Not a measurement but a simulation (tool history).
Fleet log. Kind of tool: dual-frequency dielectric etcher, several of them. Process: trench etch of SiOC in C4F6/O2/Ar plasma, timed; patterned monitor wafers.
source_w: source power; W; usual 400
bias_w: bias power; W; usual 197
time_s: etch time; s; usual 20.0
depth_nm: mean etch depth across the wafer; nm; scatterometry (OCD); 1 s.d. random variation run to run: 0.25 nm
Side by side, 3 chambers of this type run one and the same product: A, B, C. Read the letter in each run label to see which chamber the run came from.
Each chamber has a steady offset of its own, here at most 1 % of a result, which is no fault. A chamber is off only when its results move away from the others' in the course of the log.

| run | day | source_w | bias_w | time_s | hours since the last wet clean | hours since the last source power generator calibration | hours since the last bias power generator calibration | read-back reference wafer on the same gauge, depth_nm | depth_nm |
|---|---|---|---|---|---|---|---|---|---|
| 1A | 0.129 | 400 | 197 | 20.0 | 343.1 | 246.4 | 3005.2 | 49.361 | 42.300 |
| 2B | 0.238 | 400 | 197 | 20.0 | 207.5 | 1639.4 | 2116.0 | 49.460 | 43.392 |
| 3C | 0.396 | 400 | 197 | 20.0 | 237.6 | 4154.9 | 3696.2 | 49.351 | 42.829 |
| 4C | 0.483 | 400 | 197 | 20.0 | 239.7 | 4157.0 | 3698.3 | 49.450 | 42.457 |
| 5A | 0.592 | 400 | 197 | 20.0 | 354.2 | 257.5 | 3016.3 | 49.376 | 42.792 |
| 6B | 0.708 | 330 | 197 | 22.5 | 218.8 | 1650.7 | 2127.3 | 49.521 | 44.333 |
| 7A | 0.812 | 330 | 197 | 22.5 | 359.5 | 262.8 | 3021.6 | 49.391 | 44.099 |
| 8C | 0.938 | 330 | 197 | 22.5 | 250.6 | 4167.9 | 3709.2 | 49.427 | 44.646 |
| 9B | 1.079 | 400 | 197 | 20.0 | 227.7 | 1659.6 | 2136.2 | 49.452 | 43.139 |
| 10A | 1.225 | 400 | 197 | 20.0 | 369.4 | 272.7 | 3031.5 | 49.419 | 42.570 |
| 11C | 1.388 | 400 | 197 | 20.0 | 261.4 | 4178.7 | 3720.0 | 49.422 | 42.334 |
| 12B | 1.542 | 400 | 197 | 20.0 | 238.8 | 1670.7 | 2147.3 | 49.406 | 42.553 |
| 13A | 1.696 | 400 | 215 | 14.5 | 380.7 | 284.0 | 3042.8 | 49.368 | 31.733 |
| 14C | 1.854 | 400 | 215 | 14.5 | 272.6 | 4189.9 | 3731.2 | 49.425 | 31.989 |
| 15B | 1.958 | 400 | 215 | 14.5 | 248.8 | 1680.7 | 2157.3 | 49.443 | 31.950 |
| 16C | 2.112 | 500 | 170 | 20.0 | 278.8 | 4196.1 | 3737.4 | 49.421 | 44.594 |
| 17B | 2.242 | 500 | 170 | 20.0 | 255.6 | 1687.5 | 2164.1 | 49.407 | 43.956 |
| 18A | 2.396 | 500 | 170 | 20.0 | 397.5 | 300.8 | 3059.6 | 49.419 | 44.227 |
| 19A | 2.554 | 400 | 197 | 20.0 | 401.3 | 304.6 | 3063.4 | 49.344 | 42.496 |
| 20B | 2.692 | 400 | 197 | 20.0 | 266.4 | 1698.3 | 2174.9 | 49.396 | 42.418 |
| 21C | 2.821 | 400 | 197 | 20.0 | 295.8 | 4213.1 | 3754.4 | 49.420 | 42.427 |
| 22C | 2.971 | 400 | 224 | 20.0 | 299.4 | 4216.7 | 3758.0 | 49.456 | 44.523 |

Which is it: a chamber that has drifted or been left off by a service, a gauge drift common to all chambers, or only each chamber's usual small offset? If a chamber is off, name it and its likeliest cause.

All chambers stay in line apart from their small fixed offsets, and the gauge does not drift.
